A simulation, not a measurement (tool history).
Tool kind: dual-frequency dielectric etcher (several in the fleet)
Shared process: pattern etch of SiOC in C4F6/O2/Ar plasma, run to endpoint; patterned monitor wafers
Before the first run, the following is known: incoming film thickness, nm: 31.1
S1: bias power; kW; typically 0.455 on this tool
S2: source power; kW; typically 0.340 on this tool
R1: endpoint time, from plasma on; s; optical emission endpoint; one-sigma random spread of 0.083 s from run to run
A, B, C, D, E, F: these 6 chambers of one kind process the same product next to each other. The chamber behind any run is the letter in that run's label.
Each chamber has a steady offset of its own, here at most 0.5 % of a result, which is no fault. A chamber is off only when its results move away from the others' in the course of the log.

{"run": "1C", "hour": 11.1, "S1": 0.455, "S2": 0.34, "R1": 11.554}
{"run": "2D", "hour": 20.1, "S1": 0.455, "S2": 0.34, "R1": 11.535}
{"run": "3F", "hour": 26.5, "S1": 0.455, "S2": 0.34, "R1": 11.47}
{"run": "4E", "hour": 36.8, "S1": 0.455, "S2": 0.34, "R1": 11.612}
{"run": "5B", "hour": 46.1, "S1": 0.455, "S2": 0.34, "R1": 11.526}
{"run": "6A", "hour": 56.4, "S1": 0.521, "S2": 0.34, "R1": 10.932}
{"run": "7A", "hour": 66.6, "S1": 0.521, "S2": 0.34, "R1": 10.969}
{"hour": 72.0, "done": "chamber E: wet clean of the chamber"}
{"run": "8D", "hour": 75.3, "S1": 0.521, "S2": 0.34, "R1": 10.991}
{"run": "9C", "hour": 82.0, "S1": 0.521, "S2": 0.34, "R1": 11.027}
{"run": "10B", "hour": 87.7, "S1": 0.521, "S2": 0.34, "R1": 10.931}
{"run": "11F", "hour": 98.3, "S1": 0.521, "S2": 0.34, "R1": 11.005}
{"run": "12E", "hour": 103.8, "S1": 0.455, "S2": 0.34, "R1": 11.638}
{"run": "13D", "hour": 110.5, "S1": 0.455, "S2": 0.34, "R1": 11.452}
{"run": "14A", "hour": 121.0, "S1": 0.455, "S2": 0.34, "R1": 11.53}
{"run": "15E", "hour": 127.1, "S1": 0.455, "S2": 0.34, "R1": 11.538}
{"run": "16B", "hour": 135.6, "S1": 0.455, "S2": 0.34, "R1": 11.383}
{"run": "17F", "hour": 142.5, "S1": 0.455, "S2": 0.34, "R1": 11.611}
{"run": "18C", "hour": 147.7, "S1": 0.455, "S2": 0.34, "R1": 11.649}
{"hour": 156.3, "done": "chamber B: wet clean of the chamber"}
{"run": "19B", "hour": 158.2, "S1": 0.455, "S2": 0.34, "R1": 11.542}
{"run": "20D", "hour": 166.9, "S1": 0.455, "S2": 0.34, "R1": 11.352}
{"hour": 172.5, "done": "chamber C: wet clean of the chamber"}
{"run": "21E", "hour": 172.8, "S1": 0.455, "S2": 0.3, "R1": 12.142}
{"run": "22C", "hour": 182.4, "S1": 0.455, "S2": 0.3, "R1": 12.162}
{"run": "23F", "hour": 188.1, "S1": 0.455, "S2": 0.3, "R1": 12.195}
{"hour": 188.3, "done": "chamber A: wet clean of the chamber"}
{"run": "24A", "hour": 194.7, "S1": 0.455, "S2": 0.3, "R1": 12.079}
{"run": "25B", "hour": 200.3, "S1": 0.455, "S2": 0.3, "R1": 12.143}
{"run": "26F", "hour": 210.6, "S1": 0.455, "S2": 0.3, "R1": 12.063}
{"run": "27D", "hour": 217.5, "S1": 0.455, "S2": 0.34, "R1": 11.385}
{"run": "28E", "hour": 226.2, "S1": 0.455, "S2": 0.34, "R1": 11.502}
{"run": "29C", "hour": 233.6, "S1": 0.455, "S2": 0.34, "R1": 11.382}
{"run": "30A", "hour": 239.1, "S1": 0.455, "S2": 0.34, "R1": 11.399}
{"run": "31F", "hour": 244.9, "S1": 0.455, "S2": 0.34, "R1": 11.618}
{"run": "32B", "hour": 256.1, "S1": 0.455, "S2": 0.34, "R1": 11.554}
{"run": "33A", "hour": 264.0, "S1": 0.455, "S2": 0.34, "R1": 11.455}
{"run": "34C", "hour": 269.8, "S1": 0.455, "S2": 0.34, "R1": 11.433}
{"run": "35D", "hour": 280.0, "S1": 0.455, "S2": 0.34, "R1": 11.34}
{"run": "36E", "hour": 286.7, "S1": 0.455, "S2": 0.34, "R1": 11.675}
{"run": "37C", "hour": 292.4, "S1": 0.455, "S2": 0.34, "R1": 11.517}
{"run": "38D", "hour": 300.5, "S1": 0.455, "S2": 0.34, "R1": 11.544}
{"run": "39B", "hour": 305.6, "S1": 0.455, "S2": 0.34, "R1": 11.602}

Next, every chamber runs the same settings. What will each give?
{"run": "40A", "hour": 313.6, "S1": 0.455, "S2": 0.29, "R1": "?"}
{"run": "40B", "hour": 313.6, "S1": 0.455, "S2": 0.29, "R1": "?"}
{"run": "40C", "hour": 313.6, "S1": 0.455, "S2": 0.29, "R1": "?"}
{"run": "40D", "hour": 313.6, "S1": 0.455, "S2": 0.29, "R1": "?"}
{"run": "40E", "hour": 313.6, "S1": 0.455, "S2": 0.29, "R1": "?"}
{"run": "40F", "hour": 313.6, "S1": 0.455, "S2": 0.29, "R1": "?"}

run=40A R1=12.132
run=40B R1=12.309
run=40C R1=12.368
run=40D R1=12.100
run=40E R1=12.350
run=40F R1=12.417

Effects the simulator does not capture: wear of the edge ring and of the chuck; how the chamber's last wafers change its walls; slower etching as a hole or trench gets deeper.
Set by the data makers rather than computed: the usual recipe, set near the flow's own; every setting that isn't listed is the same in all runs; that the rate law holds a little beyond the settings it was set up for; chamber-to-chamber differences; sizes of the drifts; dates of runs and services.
